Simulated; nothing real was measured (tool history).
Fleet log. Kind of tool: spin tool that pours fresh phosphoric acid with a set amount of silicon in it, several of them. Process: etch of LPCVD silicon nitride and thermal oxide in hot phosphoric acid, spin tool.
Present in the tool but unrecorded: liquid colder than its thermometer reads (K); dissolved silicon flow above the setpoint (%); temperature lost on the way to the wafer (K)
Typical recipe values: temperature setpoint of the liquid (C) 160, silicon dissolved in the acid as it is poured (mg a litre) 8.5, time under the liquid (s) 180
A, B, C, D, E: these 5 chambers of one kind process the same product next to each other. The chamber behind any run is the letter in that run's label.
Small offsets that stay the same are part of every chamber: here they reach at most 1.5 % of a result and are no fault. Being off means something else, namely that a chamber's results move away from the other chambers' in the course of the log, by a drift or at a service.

run   hour  temperature setpoint of the liquid (C)  silicon dissolved in the acid as it is poured (mg a litre)  time under the liquid (s)  hours since the thermometer was replaced  hours since the dissolved silicon flow meter was replaced  hours since the heated supply line was repaired  read-back film thickness of the LPCVD silicon nitride reference wafer, read on the same gauge (nm)  read-back film thickness of the thermal oxide reference wafer, read on the same gauge (nm)  thickness taken off the LPCVD silicon nitride on a monitor wafer (angstrom)  thickness taken off the thermal oxide on a monitor wafer (angstrom)
       4.6  -- chamber C: heated supply line repaired
 1D      7                                     160                                                         8.5                        180                                     379.9                                                     1259.2                                            130.9                                                                                              79.958                                                                                      69.987                                                                       164.13                                                               4.6668
 2A   11.6                                     160                                                         8.5                        180                                     760.7                                                     1073.5                                            704.6                                                                                              80.006                                                                                      69.994                                                                       163.67                                                               4.0986
 3C   15.8                                     160                                                         8.5                        180                                     318.9                                                      351.1                                             11.3                                                                                              80.015                                                                                      69.986                                                                       165.44                                                               4.3727
 4B   21.9                                     160                                                         8.5                        180                                    1225.2                                                     1721.4                                            273.4                                                                                              80.011                                                                                      69.985                                                                       164.83                                                                4.561
 5E     29                                     160                                                         8.5                        180                                     355.9                                                     1554.4                                             1003                                                                                              80.051                                                                                      70.006                                                                       161.95                                                               4.4864
 6C   34.4                                     160                                                         3.5                        180                                     337.5                                                      369.7                                             29.9                                                                                              80.015                                                                                      69.994                                                                       164.37                                                               4.2775
 7D   40.2                                     160                                                         3.5                        180                                     413.1                                                     1292.4                                            164.1                                                                                              80.006                                                                                      70.016                                                                       164.26                                                               5.1558
 8B   45.5                                     160                                                         3.5                        180                                    1248.8                                                       1745                                              297                                                                                              79.993                                                                                          70                                                                       164.19                                                               5.0474
 9E     54                                     160                                                         3.5                        180                                     380.9                                                     1579.4                                             1028                                                                                              79.978                                                                                      70.005                                                                        164.4                                                               3.7993
10A   63.5                                     160                                                         3.5                        180                                     812.6                                                     1125.4                                            756.5                                                                                              80.003                                                                                      70.015                                                                       163.78                                                               4.6645
11B   69.8                                     160                                                         8.5                        180                                    1273.1                                                     1769.3                                            321.3                                                                                              80.022                                                                                      69.997                                                                       165.26                                                               3.9764
12A   76.1                                     160                                                         8.5                        180                                     825.2                                                       1138                                            769.1                                                                                              79.957                                                                                      69.981                                                                       163.68                                                               4.4342
13E   80.5                                     160                                                         8.5                        180                                     407.4                                                     1605.9                                           1054.5                                                                                              79.977                                                                                          70                                                                       162.46                                                               4.5656
14C   88.6                                   161.5                                                        15.5                        180                                     391.7                                                      423.9                                             84.1                                                                                              79.963                                                                                      70.028                                                                       174.15                                                               4.5474
15D   96.2                                   161.5                                                        15.5                        180                                     469.1                                                     1348.4                                            220.1                                                                                              80.012                                                                                      69.997                                                                       173.08                                                               3.9419
16B  105.6                                   161.5                                                        15.5                        180                                    1308.9                                                     1805.1                                            357.1                                                                                              79.998                                                                                      69.988                                                                       173.99                                                               3.8576
17C  113.5                                   161.5                                                        15.5                        180                                     416.6                                                      448.8                                              109                                                                                              79.958                                                                                      69.997                                                                        173.4                                                               4.3434
18D  118.7                                   161.5                                                        15.5                        180                                     491.6                                                     1370.9                                            242.6                                                                                               79.99                                                                                      70.008                                                                       172.47                                                               3.7891
19E  126.6                                   157.5                                                          15                        180                                     453.5                                                       1652                                           1100.6                                                                                              79.986                                                                                          70                                                                       150.49                                                               2.8729
20A  131.6                                   157.5                                                          15                        180                                     880.7                                                     1193.5                                            824.6                                                                                              79.982                                                                                      70.037                                                                       149.11                                                               3.0878
     138.4  -- chamber B: dissolved silicon flow meter replaced
21D  139.4                                   157.5                                                          15                        180                                     512.3                                                     1391.6                                            263.3                                                                                              79.999                                                                                      70.008                                                                       150.54                                                                2.713
22A  148.1                                   157.5                                                          15                        180                                     897.2                                                       1210                                            841.1                                                                                              80.009                                                                                      70.038                                                                       147.02                                                               2.4469
23E  153.5                                   157.5                                                          15                        180                                     480.4                                                     1678.9                                           1127.5                                                                                              80.017                                                                                      70.028                                                                        149.7                                                                2.834
24B  159.8                                     160                                                         8.5                        180                                    1363.1                                                       21.5                                            411.3                                                                                              80.012                                                                                      69.987                                                                       165.64                                                               4.6323
25C    168                                     160                                                         8.5                        180                                     471.1                                                      503.3                                            163.5                                                                                              79.997                                                                                      69.982                                                                       165.74                                                               4.5261
26C  172.6                                     160                                                         8.5                        180                                     475.7                                                      507.9                                            168.1                                                                                               80.01                                                                                      69.991                                                                       164.83                                                               4.1516
27B  178.5                                     160                                                         8.5                        180                                    1381.8                                                       40.2                                              430                                                                                              80.009                                                                                      70.003                                                                        163.9                                                               4.3018
28D  184.8                                     160                                                         8.5                        180                                     557.7                                                       1437                                            308.7                                                                                              79.972                                                                                      69.999                                                                          164                                                               3.6995
29E  194.4                                     160                                                         8.5                        180                                     521.3                                                     1719.8                                           1168.4                                                                                              80.005                                                                                      69.984                                                                       164.09                                                               4.1494
30A    201                                     160                                                         8.5                        180                                     950.1                                                     1262.9                                              894                                                                                              79.989                                                                                      69.995                                                                       158.63                                                               4.1424
31E    208                                     160                                                         8.5                        180                                     534.9                                                     1733.4                                             1182                                                                                              80.021                                                                                      70.005                                                                       164.46                                                               4.3223
32C  214.5                                     160                                                         8.5                        180                                     517.6                                                      549.8                                              210                                                                                              79.974                                                                                      70.007                                                                       164.56                                                               3.6947
33D  221.8                                     160                                                         8.5                        180                                     594.7                                                       1474                                            345.7                                                                                               80.02                                                                                      69.997                                                                       164.79                                                               4.4353
34B  230.3                                     160                                                         8.5                        180                                    1433.6                                                         92                                            481.8                                                                                              80.025                                                                                      69.994                                                                       164.82                                                               4.6902
35A  238.7                                     160                                                         8.5                        180                                     987.8                                                     1300.6                                            931.7                                                                                              80.004                                                                                      69.987                                                                       157.77                                                               3.9467
36E  246.8                                     160                                                         8.5                        180                                     573.7                                                     1772.2                                           1220.8                                                                                                  80                                                                                      69.995                                                                       162.75                                                               3.9802

Each of the 5 chambers runs these same settings next. Fill in every chamber's results:
37A  253.7                                   162.5                                                         8.5                        180                                                                                                                                                                                                                                                                                                                                                                                                                                  ?                                                                    ?
37B  253.7                                   162.5                                                         8.5                        180                                                                                                                                                                                                                                                                                                                                                                                                                                  ?                                                                    ?
37C  253.7                                   162.5                                                         8.5                        180                                                                                                                                                                                                                                                                                                                                                                                                                                  ?                                                                    ?
37D  253.7                                   162.5                                                         8.5                        180                                                                                                                                                                                                                                                                                                                                                                                                                                  ?                                                                    ?
37E  253.7                                   162.5                                                         8.5                        180                                                                                                                                                                                                                                                                                                                                                                                                                                  ?                                                                    ?

run  thickness taken off the LPCVD silicon nitride on a monitor wafer (angstrom)  thickness taken off the thermal oxide on a monitor wafer (angstrom)
37A                                                                       170.49                                                               4.2297
37B                                                                       179.86                                                               4.9906
37C                                                                       178.74                                                               4.9522
37D                                                                       178.16                                                               4.9505
37E                                                                       177.63                                                                4.437
